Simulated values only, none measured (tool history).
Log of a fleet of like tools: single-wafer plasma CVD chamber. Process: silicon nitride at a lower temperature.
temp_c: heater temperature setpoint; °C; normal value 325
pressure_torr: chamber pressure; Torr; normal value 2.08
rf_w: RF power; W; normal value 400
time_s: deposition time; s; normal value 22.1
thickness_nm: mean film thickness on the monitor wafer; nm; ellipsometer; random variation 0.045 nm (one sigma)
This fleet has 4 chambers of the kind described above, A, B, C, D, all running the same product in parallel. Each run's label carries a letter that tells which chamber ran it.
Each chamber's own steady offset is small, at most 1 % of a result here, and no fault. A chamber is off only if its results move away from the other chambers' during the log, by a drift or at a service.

run   hour  temp_c  pressure_torr  rf_w  time_s  hours since the last thermocouple change  hours since the last RF generator calibration  hours since the last manometer calibration  read-back reference wafer on the same gauge, thickness_nm  thickness_nm
 1A    6.1     325           2.08   400    22.1                                     719.7                                          438.9                                       724.4                                                     36.705         34.06
 2D   15.5     325           2.08   400    22.1                                    1172.4                                          829.3                                       823.5                                                     36.709        33.652
 3B     22     325           2.08   400    22.1                                    1709.6                                          641.4                                       161.3                                                     36.693        33.722
 4C   32.8     325           2.08   400    22.1                                    1036.9                                          578.3                                      2786.2                                                     36.731        33.814
 5C   39.8     325           2.08   400    22.1                                    1043.9                                          585.3                                      2793.2                                                     36.719        33.786
 6D     48     325           2.08   400    22.1                                    1204.9                                          861.8                                         856                                                     36.737        33.702
        53  -- chamber D: capacitance manometer re-zeroed and calibrated
 7B   55.7     325           2.08   400    22.1                                    1743.3                                          675.1                                         195                                                     36.746        33.804
 8A     67     325           2.08   400    22.1                                     780.6                                          499.8                                       785.3                                                     36.736        34.103
 9C   74.1     330           2.08   445    22.1                                    1078.2                                          619.6                                      2827.5                                                      36.73        35.933
10B   81.8     330           2.08   445    22.1                                    1769.4                                          701.2                                       221.1                                                     36.747        35.966
11A   89.7     330           2.08   445    22.1                                     803.3                                          522.5                                         808                                                     36.757        36.359
12D     98     330           2.08   445    22.1                                    1254.9                                          911.8                                          45                                                     36.765         35.75
13A  109.7     325           2.08   400    22.1                                     823.3                                          542.5                                         828                                                     36.776        34.261
14C  121.5     334           2.08   425    22.1                                    1125.6                                            667                                      2874.9                                                     36.776         34.96
15B  126.9     334           2.08   425    22.1                                    1814.5                                          746.3                                       266.2                                                     36.778        34.928
16D    133     334           2.08   425    22.1                                    1289.9                                          946.8                                          80                                                     36.788        34.827
17C    139     334           2.08   425    22.1                                    1143.1                                          684.5                                      2892.4                                                     36.791        35.023
18A  151.3     325           2.08   400    22.1                                     864.9                                          584.1                                       869.6                                                      36.79          34.3
19B  159.8     325           2.08   400    22.1                                    1847.4                                          779.2                                       299.1                                                     36.803        33.907
20D  168.3     325           2.08   400    22.1                                    1325.2                                          982.1                                       115.3                                                     36.815        33.785
21C  180.4     325           2.08   400    22.1                                    1184.5                                          725.9                                      2933.8                                                     36.829         33.91
22B  190.4     325           2.08   400    22.1                                      1878                                          809.8                                       329.7                                                     36.825        33.876
23D  199.8     325           2.08   400    22.1                                    1356.7                                         1013.6                                       146.8                                                     36.831        33.793
24A  205.5     325           2.08   400    22.1                                     919.1                                          638.3                                       923.8                                                      36.83        34.201
25D  215.1     325           2.08   400    22.1                                      1372                                         1028.9                                       162.1                                                     36.845        33.806
26C  222.7     325           2.08   400    22.1                                    1226.8                                          768.2                                      2976.1                                                     36.847        33.856
27A    234     325           2.08   400    22.1                                     947.6                                          666.8                                       952.3                                                     36.848        34.267
28B  245.2     325           2.08   400    22.1                                    1932.8                                          864.6                                       384.5                                                     36.865        33.873
29A  252.4     325           2.08   400    22.1                                       966                                          685.2                                       970.7                                                     36.868        34.225
30C  261.1     325           2.08   400    22.1                                    1265.2                                          806.6                                      3014.5                                                     36.871        33.985
     265.4  -- chamber D: RF generator calibrated
31D  272.1     325           2.08   400    22.1                                      1429                                            6.7                                       219.1                                                     36.872        33.773
32B    281     325           2.08   400    22.1                                    1968.6                                          900.4                                       420.3                                                     36.879        33.904
33D  290.5     325           2.08   400    22.1                                    1447.4                                           25.1                                       237.5                                                     36.878        33.791
34C  300.6     325           2.08   400    22.1                                    1304.7                                          846.1                                        3054                                                       36.9         33.93

Next, all 4 chambers run the settings below, one line each with question marks for the results. What does each chamber give?
35A  309.6     325           2.08   400    22.1                                                                                                                                                                                                             ?
35B  309.6     325           2.08   400    22.1                                                                                                                                                                                                             ?
35C  309.6     325           2.08   400    22.1                                                                                                                                                                                                             ?
35D  309.6     325           2.08   400    22.1                                                                                                                                                                                                             ?

run  thickness_nm
35A         34.32
35B        33.959
35C        33.937
35D        33.867
